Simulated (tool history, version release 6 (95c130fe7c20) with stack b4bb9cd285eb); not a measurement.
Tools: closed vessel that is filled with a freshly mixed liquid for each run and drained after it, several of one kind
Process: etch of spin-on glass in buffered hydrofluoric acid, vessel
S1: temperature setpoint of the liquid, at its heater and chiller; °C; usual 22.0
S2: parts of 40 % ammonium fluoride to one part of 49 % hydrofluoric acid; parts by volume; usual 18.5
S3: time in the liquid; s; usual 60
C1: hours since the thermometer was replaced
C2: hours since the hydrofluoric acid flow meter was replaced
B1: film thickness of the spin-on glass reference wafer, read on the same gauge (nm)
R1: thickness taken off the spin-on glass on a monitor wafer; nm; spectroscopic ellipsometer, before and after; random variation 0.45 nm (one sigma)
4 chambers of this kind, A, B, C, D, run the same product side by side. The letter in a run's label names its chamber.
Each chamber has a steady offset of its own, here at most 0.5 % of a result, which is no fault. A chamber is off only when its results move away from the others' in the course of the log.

| run | day | S1 | S2 | S3 | C1 | C2 | B1 | R1 |
|---|---|---|---|---|---|---|---|---|
| 1D | 0.342 | 22.0 | 18.5 | 60 | 756.1 | 560.6 | 60.016 | 83.439 |
| 2A | 0.925 | 22.0 | 18.5 | 60 | 190.1 | 480.7 | 59.985 | 81.170 |
| 3C | 1.446 | 22.0 | 18.5 | 60 | 1951.3 | 128.1 | 59.995 | 82.410 |
| 4B | 1.875 | 22.0 | 18.5 | 60 | 1217.6 | 665.2 | 59.972 | 82.052 |
| 5A | 2.304 | 22.0 | 18.5 | 60 | 223.2 | 513.8 | 60.020 | 82.487 |
| 6D | 2.892 | 22.0 | 18.5 | 60 | 817.3 | 621.8 | 59.959 | 82.014 |
| 7C | 3.408 | 22.0 | 18.5 | 60 | 1998.4 | 175.2 | 59.988 | 81.314 |
|  | 3.733 | chamber B: hydrofluoric acid flow meter replaced |
| 8B | 3.762 | 22.0 | 18.5 | 60 | 1262.9 | 0.8 | 60.020 | 82.114 |
| 9C | 4.312 | 22.0 | 18.5 | 60 | 2020.1 | 196.9 | 60.016 | 81.355 |
| 10A | 4.875 | 22.0 | 18.5 | 60 | 284.9 | 575.5 | 59.995 | 80.875 |
| 11B | 5.200 | 22.0 | 18.5 | 60 | 1297.4 | 35.3 | 59.973 | 82.328 |
| 12D | 5.567 | 22.0 | 18.5 | 60 | 881.5 | 686.0 | 60.011 | 82.565 |
| 13B | 6.246 | 22.0 | 22.0 | 45 | 1322.5 | 60.4 | 60.014 | 53.333 |
| 14C | 6.838 | 22.0 | 22.0 | 45 | 2080.7 | 257.5 | 60.001 | 53.404 |
| 15D | 7.262 | 22.0 | 22.0 | 45 | 922.2 | 726.7 | 59.972 | 54.451 |
| 16A | 7.800 | 22.0 | 22.0 | 45 | 355.1 | 645.7 | 59.975 | 54.052 |
| 17A | 8.246 | 22.0 | 18.5 | 60 | 365.8 | 656.4 | 59.986 | 82.089 |
| 18C | 8.771 | 22.0 | 18.5 | 60 | 2127.1 | 303.9 | 60.017 | 82.181 |
| 19D | 9.304 | 22.0 | 18.5 | 60 | 971.2 | 775.7 | 60.004 | 83.779 |
| 20B | 9.896 | 22.0 | 18.5 | 60 | 1410.1 | 148.0 | 60.001 | 82.487 |
| 21D | 10.500 | 22.0 | 18.5 | 60 | 999.9 | 804.4 | 59.971 | 84.622 |
| 22A | 11.175 | 22.0 | 18.5 | 60 | 436.1 | 726.7 | 60.005 | 81.457 |
| 23B | 11.479 | 22.0 | 18.5 | 60 | 1448.1 | 186.0 | 60.011 | 82.986 |
|  | 11.771 | chamber B: thermometer replaced |
| 24C | 11.967 | 22.0 | 18.5 | 60 | 2203.8 | 380.6 | 60.026 | 82.865 |
| 25C | 12.392 | 22.0 | 18.5 | 60 | 2214.0 | 390.8 | 59.981 | 82.010 |
| 26D | 13.021 | 22.0 | 18.5 | 60 | 1060.4 | 864.9 | 60.012 | 86.135 |
| 27B | 13.504 | 22.0 | 18.5 | 60 | 41.6 | 234.6 | 60.017 | 81.666 |
| 28A | 14.004 | 24.5 | 24.5 | 60 | 504.0 | 794.6 | 60.021 | 74.973 |
| 29A | 14.550 | 24.5 | 24.5 | 60 | 517.1 | 807.7 | 59.990 | 75.588 |
| 30D | 15.192 | 24.5 | 24.5 | 60 | 1112.5 | 917.0 | 60.009 | 79.871 |
| 31C | 15.617 | 24.5 | 24.5 | 60 | 2291.4 | 468.2 | 59.990 | 76.327 |
|  | 15.658 | chamber C: thermometer replaced |
| 32B | 15.958 | 22.0 | 18.5 | 60 | 100.5 | 293.5 | 59.992 | 81.694 |
| 33C | 16.588 | 22.0 | 18.5 | 60 | 22.3 | 491.5 | 60.025 | 82.128 |
| 34B | 17.242 | 22.0 | 18.5 | 60 | 131.3 | 324.3 | 60.017 | 81.374 |
| 35A | 17.846 | 22.0 | 13.5 | 90 | 596.2 | 886.8 | 59.985 | 166.640 |
| 36D | 18.400 | 22.0 | 13.5 | 90 | 1189.5 | 994.0 | 59.981 | 179.060 |
| 37C | 18.883 | 22.0 | 13.5 | 90 | 77.4 | 546.6 | 60.007 | 165.990 |
| 38D | 19.179 | 22.0 | 13.5 | 90 | 1208.2 | 1012.7 | 60.001 | 178.770 |

Is one chamber off against the others, does the gauge drift, or is nothing wrong? If a chamber is off, say which, and what the likeliest cause is.

Chamber D drifts away from the others.
Cause: liquid hotter than its thermometer reads (K) = 1.41.
The log may not tell that from: hydrofluoric acid flow above the setpoint (%).

Here are 4 candidates for chamber D's next run, each the usual settings with a change, their results left as question marks. Which one brings its results back in line with what the others give on the usual settings?
In line means no further than this from the other chambers' mean on the usual settings: R1 1.600 nm
| 39D-1 | 19.671 | 22.5 | 17.5 | 65 |  |  |  | ? |
| 39D-2 | 19.671 | 22.0 | 18.5 | 65 |  |  |  | ? |
| 39D-3 | 19.671 | 21.5 | 19.5 | 55 |  |  |  | ? |
| 39D-4 | 19.671 | 22.0 | 20.0 | 60 |  |  |  | ? |

The other chambers' mean on the usual settings: R1 81.954 nm
| run | R1 |
|---|---|
| 39D-1 | 104.570 |
| 39D-2 | 96.404 |
| 39D-3 | 75.399 |
| 39D-4 | 82.532 |
39D-4 brings the chamber back in line.

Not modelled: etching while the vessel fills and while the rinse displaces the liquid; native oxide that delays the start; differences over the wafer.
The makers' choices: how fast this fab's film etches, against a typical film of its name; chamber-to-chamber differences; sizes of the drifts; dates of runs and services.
